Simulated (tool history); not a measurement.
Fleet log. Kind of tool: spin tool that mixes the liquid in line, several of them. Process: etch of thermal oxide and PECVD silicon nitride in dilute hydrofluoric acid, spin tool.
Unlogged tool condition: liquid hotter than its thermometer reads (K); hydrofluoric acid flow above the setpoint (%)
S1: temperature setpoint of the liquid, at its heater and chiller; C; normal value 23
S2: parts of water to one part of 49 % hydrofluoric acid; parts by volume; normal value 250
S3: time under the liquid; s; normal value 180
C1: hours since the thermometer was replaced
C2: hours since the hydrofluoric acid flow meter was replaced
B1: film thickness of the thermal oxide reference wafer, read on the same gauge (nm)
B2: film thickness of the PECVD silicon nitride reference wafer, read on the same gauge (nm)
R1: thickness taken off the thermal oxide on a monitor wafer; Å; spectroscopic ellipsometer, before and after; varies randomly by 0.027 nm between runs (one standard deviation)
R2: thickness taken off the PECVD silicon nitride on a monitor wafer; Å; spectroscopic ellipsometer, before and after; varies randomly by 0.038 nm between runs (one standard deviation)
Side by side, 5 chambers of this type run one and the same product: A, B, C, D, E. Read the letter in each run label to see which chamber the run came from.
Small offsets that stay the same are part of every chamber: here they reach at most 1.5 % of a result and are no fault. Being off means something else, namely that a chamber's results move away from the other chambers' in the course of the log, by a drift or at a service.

{"hour": 12.4, "done": "chamber B: hydrofluoric acid flow meter replaced"}
{"run": "1D", "hour": 12.8, "S1": 23, "S2": 250, "S3": 180, "C1": 2240.3, "C2": 161.9, "B1": 130.03, "B2": 59.993, "R1": 25.456, "R2": 24.346}
{"run": "2A", "hour": 23.3, "S1": 23, "S2": 250, "S3": 180, "C1": 765.7, "C2": 925.5, "B1": 129.99, "B2": 59.981, "R1": 25.388, "R2": 25.266}
{"run": "3E", "hour": 33.7, "S1": 23, "S2": 250, "S3": 180, "C1": 790.8, "C2": 145.8, "B1": 130.0, "B2": 60.01, "R1": 25.572, "R2": 24.995}
{"run": "4C", "hour": 47.0, "S1": 23, "S2": 250, "S3": 180, "C1": 472.5, "C2": 582.6, "B1": 130.0, "B2": 60.003, "R1": 25.236, "R2": 25.401}
{"run": "5B", "hour": 54.6, "S1": 23, "S2": 250, "S3": 180, "C1": 1750.1, "C2": 42.3, "B1": 130.01, "B2": 60.007, "R1": 25.24, "R2": 24.972}
{"run": "6E", "hour": 61.8, "S1": 23, "S2": 250, "S3": 75, "C1": 818.9, "C2": 173.9, "B1": 129.99, "B2": 59.995, "R1": 10.594, "R2": 10.701}
{"run": "7C", "hour": 71.8, "S1": 23, "S2": 250, "S3": 75, "C1": 497.3, "C2": 607.4, "B1": 130.0, "B2": 59.999, "R1": 10.551, "R2": 10.429}
{"run": "8D", "hour": 82.5, "S1": 23, "S2": 250, "S3": 75, "C1": 2310.0, "C2": 231.6, "B1": 130.02, "B2": 59.968, "R1": 10.45, "R2": 10.187}
{"run": "9A", "hour": 94.6, "S1": 23, "S2": 250, "S3": 75, "C1": 837.0, "C2": 996.8, "B1": 129.99, "B2": 59.999, "R1": 10.766, "R2": 10.805}
{"run": "10B", "hour": 107.5, "S1": 23, "S2": 250, "S3": 75, "C1": 1803.0, "C2": 95.2, "B1": 129.99, "B2": 59.951, "R1": 10.48, "R2": 10.655}
{"run": "11E", "hour": 120.7, "S1": 23, "S2": 250, "S3": 180, "C1": 877.8, "C2": 232.8, "B1": 129.99, "B2": 60.002, "R1": 25.469, "R2": 25.488}
{"run": "12D", "hour": 129.4, "S1": 23, "S2": 250, "S3": 180, "C1": 2356.9, "C2": 278.5, "B1": 130.0, "B2": 59.975, "R1": 25.276, "R2": 25.381}
{"hour": 136.2, "done": "chamber E: thermometer replaced"}
{"hour": 139.2, "done": "chamber B: thermometer replaced"}
{"run": "13B", "hour": 139.3, "S1": 23, "S2": 355, "S3": 180, "C1": 0.1, "C2": 127.0, "B1": 130.01, "B2": 59.993, "R1": 16.309, "R2": 18.242}
{"run": "14C", "hour": 152.0, "S1": 23, "S2": 355, "S3": 180, "C1": 577.5, "C2": 687.6, "B1": 130.01, "B2": 59.987, "R1": 16.615, "R2": 18.527}
{"run": "15A", "hour": 159.4, "S1": 23, "S2": 355, "S3": 180, "C1": 901.8, "C2": 1061.6, "B1": 130.02, "B2": 59.967, "R1": 16.453, "R2": 18.037}
{"run": "16A", "hour": 169.0, "S1": 23, "S2": 355, "S3": 180, "C1": 911.4, "C2": 1071.2, "B1": 130.02, "B2": 60.034, "R1": 16.103, "R2": 17.945}
{"run": "17B", "hour": 178.1, "S1": 23, "S2": 355, "S3": 180, "C1": 38.9, "C2": 165.8, "B1": 130.0, "B2": 60.01, "R1": 16.282, "R2": 18.236}
{"run": "18D", "hour": 189.2, "S1": 23, "S2": 250, "S3": 180, "C1": 2416.7, "C2": 338.3, "B1": 129.99, "B2": 60.02, "R1": 25.127, "R2": 26.301}
{"run": "19E", "hour": 202.0, "S1": 23, "S2": 250, "S3": 180, "C1": 65.8, "C2": 314.1, "B1": 130.0, "B2": 59.99, "R1": 26.001, "R2": 25.929}
{"run": "20C", "hour": 212.0, "S1": 23, "S2": 250, "S3": 180, "C1": 637.5, "C2": 747.6, "B1": 130.0, "B2": 60.023, "R1": 26.19, "R2": 26.417}
{"run": "21C", "hour": 222.3, "S1": 23, "S2": 250, "S3": 180, "C1": 647.8, "C2": 757.9, "B1": 130.0, "B2": 59.972, "R1": 26.561, "R2": 26.741}
{"run": "22E", "hour": 236.1, "S1": 23, "S2": 250, "S3": 180, "C1": 99.9, "C2": 348.2, "B1": 129.99, "B2": 59.992, "R1": 25.537, "R2": 25.588}
{"run": "23A", "hour": 242.3, "S1": 23, "S2": 250, "S3": 180, "C1": 984.7, "C2": 1144.5, "B1": 129.99, "B2": 60.008, "R1": 25.712, "R2": 26.032}
{"run": "24B", "hour": 252.9, "S1": 23, "S2": 250, "S3": 180, "C1": 113.7, "C2": 240.6, "B1": 129.99, "B2": 60.018, "R1": 25.442, "R2": 26.196}
{"run": "25D", "hour": 266.4, "S1": 23, "S2": 250, "S3": 180, "C1": 2493.9, "C2": 415.5, "B1": 129.99, "B2": 60.012, "R1": 25.293, "R2": 25.795}
{"run": "26B", "hour": 272.7, "S1": 23, "S2": 250, "S3": 180, "C1": 133.5, "C2": 260.4, "B1": 130.01, "B2": 59.991, "R1": 25.208, "R2": 24.811}
{"run": "27E", "hour": 285.9, "S1": 23, "S2": 250, "S3": 180, "C1": 149.7, "C2": 398.0, "B1": 130.0, "B2": 59.997, "R1": 25.621, "R2": 25.455}
{"run": "28D", "hour": 295.4, "S1": 23, "S2": 250, "S3": 180, "C1": 2522.9, "C2": 444.5, "B1": 130.02, "B2": 59.957, "R1": 25.549, "R2": 25.668}
{"run": "29C", "hour": 304.8, "S1": 23, "S2": 250, "S3": 180, "C1": 730.3, "C2": 840.4, "B1": 130.01, "B2": 60.024, "R1": 27.058, "R2": 28.903}
{"run": "30A", "hour": 313.6, "S1": 23, "S2": 250, "S3": 180, "C1": 1056.0, "C2": 1215.8, "B1": 130.04, "B2": 59.988, "R1": 25.607, "R2": 25.415}
{"run": "31D", "hour": 323.5, "S1": 23, "S2": 250, "S3": 245, "C1": 2551.0, "C2": 472.6, "B1": 130.01, "B2": 59.963, "R1": 34.377, "R2": 35.133}
{"run": "32A", "hour": 335.4, "S1": 23, "S2": 250, "S3": 245, "C1": 1077.8, "C2": 1237.6, "B1": 130.02, "B2": 60.015, "R1": 34.695, "R2": 34.966}

All 5 chambers run these settings next. Forecast each chamber's results:
{"run": "33A", "hour": 345.3, "S1": 23, "S2": 250, "S3": 180, "R1": "?", "R2": "?"}
{"run": "33B", "hour": 345.3, "S1": 23, "S2": 250, "S3": 180, "R1": "?", "R2": "?"}
{"run": "33C", "hour": 345.3, "S1": 23, "S2": 250, "S3": 180, "R1": "?", "R2": "?"}
{"run": "33D", "hour": 345.3, "S1": 23, "S2": 250, "S3": 180, "R1": "?", "R2": "?"}
{"run": "33E", "hour": 345.3, "S1": 23, "S2": 250, "S3": 180, "R1": "?", "R2": "?"}

run=33A R1=25.862 R2=25.558
run=33B R1=25.047 R2=25.316
run=33C R1=27.699 R2=29.298
run=33D R1=25.533 R2=25.335
run=33E R1=25.391 R2=25.361
